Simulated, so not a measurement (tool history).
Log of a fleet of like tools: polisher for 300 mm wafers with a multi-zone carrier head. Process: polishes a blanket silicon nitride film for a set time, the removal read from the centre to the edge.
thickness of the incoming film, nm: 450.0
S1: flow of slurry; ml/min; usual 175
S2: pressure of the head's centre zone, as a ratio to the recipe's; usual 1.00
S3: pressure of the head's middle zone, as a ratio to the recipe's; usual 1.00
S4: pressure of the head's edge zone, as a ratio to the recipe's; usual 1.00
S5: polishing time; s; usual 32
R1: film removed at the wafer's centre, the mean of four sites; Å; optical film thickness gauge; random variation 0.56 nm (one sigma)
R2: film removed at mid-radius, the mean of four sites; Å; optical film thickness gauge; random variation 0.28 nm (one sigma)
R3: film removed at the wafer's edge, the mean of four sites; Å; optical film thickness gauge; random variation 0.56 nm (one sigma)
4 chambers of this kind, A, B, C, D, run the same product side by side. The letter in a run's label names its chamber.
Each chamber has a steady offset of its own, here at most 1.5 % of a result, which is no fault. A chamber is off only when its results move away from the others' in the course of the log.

At day 0.054: chamber C: worn pad replaced by a new one.
At day 0.071: chamber D: worn pad replaced by a new one.
Run 1B, day 0.133: usual settings. Result: R1 410.48 Å, R2 408.73 Å, R3 419.53 Å.
Run 2D, day 0.283: usual settings. Result: R1 418.20 Å, R2 407.61 Å, R3 409.18 Å.
Run 3A, day 0.425: usual settings. Result: R1 400.16 Å, R2 414.67 Å, R3 418.18 Å.
Run 4C, day 0.533: usual settings. Result: R1 421.60 Å, R2 400.87 Å, R3 403.76 Å.
Run 5C, day 0.733: usual settings. Result: R1 414.99 Å, R2 415.42 Å, R3 418.53 Å.
At day 0.783: chamber B: worn pad replaced by a new one.
Run 6D, day 0.842: usual settings. Result: R1 416.56 Å, R2 400.22 Å, R3 412.18 Å.
At day 1.025: chamber A: centre zone pressure recalibrated.
Run 7B, day 1.029: usual settings. Result: R1 414.98 Å, R2 416.50 Å, R3 416.83 Å.
Run 8A, day 1.162: usual settings. Result: R1 401.79 Å, R2 414.30 Å, R3 405.82 Å.
Run 9B, day 1.333: usual settings but S2 1.06, S5 24 s. Result: R1 336.51 Å, R2 310.30 Å, R3 315.90 Å.
Run 10A, day 1.500: usual settings but S2 1.06, S5 24 s. Result: R1 323.49 Å, R2 307.78 Å, R3 305.75 Å.
Run 11D, day 1.658: usual settings but S2 1.06, S5 24 s. Result: R1 330.06 Å, R2 303.80 Å, R3 306.45 Å.
Run 12C, day 1.825: usual settings but S2 1.06, S5 24 s. Result: R1 326.43 Å, R2 299.98 Å, R3 303.46 Å.
At day 1.954: chamber B: edge zone pressure recalibrated.
Run 13A, day 1.975: usual settings. Result: R1 401.21 Å, R2 413.78 Å, R3 411.80 Å.
At day 2.042: chamber A: slurry nozzle cleaned.
Run 14C, day 2.179: usual settings. Result: R1 407.53 Å, R2 411.11 Å, R3 406.64 Å.
Run 15D, day 2.321: usual settings. Result: R1 409.15 Å, R2 403.07 Å, R3 410.88 Å.
Run 16B, day 2.454: usual settings. Result: R1 414.82 Å, R2 412.06 Å, R3 419.04 Å.
Run 17B, day 2.588: usual settings. Result: R1 411.62 Å, R2 412.61 Å, R3 404.38 Å.
At day 2.604: chamber C: worn pad replaced by a new one.
At day 2.762: chamber A: worn pad replaced by a new one.
Run 18D, day 2.762: usual settings. Result: R1 417.47 Å, R2 407.21 Å, R3 398.12 Å.
Run 19A, day 2.892: usual settings but S5 27 s. Result: R1 346.53 Å, R2 347.89 Å, R3 348.40 Å.
Run 20C, day 3.042: usual settings but S5 27 s. Result: R1 352.45 Å, R2 344.60 Å, R3 349.98 Å.
Run 21D, day 3.158: usual settings but S5 27 s. Result: R1 350.63 Å, R2 343.36 Å, R3 351.23 Å.
Run 22A, day 3.342: usual settings but S5 27 s. Result: R1 336.74 Å, R2 342.98 Å, R3 350.80 Å.
Run 23B, day 3.533: usual settings but S3 1.08, S4 1.08. Result: R1 419.27 Å, R2 445.62 Å, R3 426.54 Å.
Run 24C, day 3.692: usual settings but S3 1.08, S4 1.08. Result: R1 417.95 Å, R2 442.43 Å, R3 427.79 Å.
Run 25D, day 3.883: usual settings but S3 1.08, S4 1.08. Result: R1 419.41 Å, R2 436.71 Å, R3 427.21 Å.
Run 26B, day 4.029: usual settings but S3 1.08, S4 1.08. Result: R1 416.29 Å, R2 443.81 Å, R3 437.23 Å.
Run 27C, day 4.183: usual settings. Result: R1 411.11 Å, R2 409.20 Å, R3 411.89 Å.
Run 28A, day 4.283: usual settings. Result: R1 406.57 Å, R2 415.72 Å, R3 412.84 Å.
Run 29D, day 4.388: usual settings. Result: R1 426.28 Å, R2 410.89 Å, R3 411.72 Å.
Run 30A, day 4.496: usual settings. Result: R1 409.76 Å, R2 411.43 Å, R3 404.68 Å.

Next, every chamber runs the same settings. What will each give?
Run 31A, day 4.646: usual settings but S3 1.09. Result: R1 ?, R2 ?, R3 ?.
Run 31B, day 4.646: usual settings but S3 1.09. Result: R1 ?, R2 ?, R3 ?.
Run 31C, day 4.646: usual settings but S3 1.09. Result: R1 ?, R2 ?, R3 ?.
Run 31D, day 4.646: usual settings but S3 1.09. Result: R1 ?, R2 ?, R3 ?.

run      R1      R2      R3
31A  414.19  441.98  414.09
31B  417.03  448.05  414.05
31C  418.38  444.78  420.91
31D  414.67  435.96  417.14
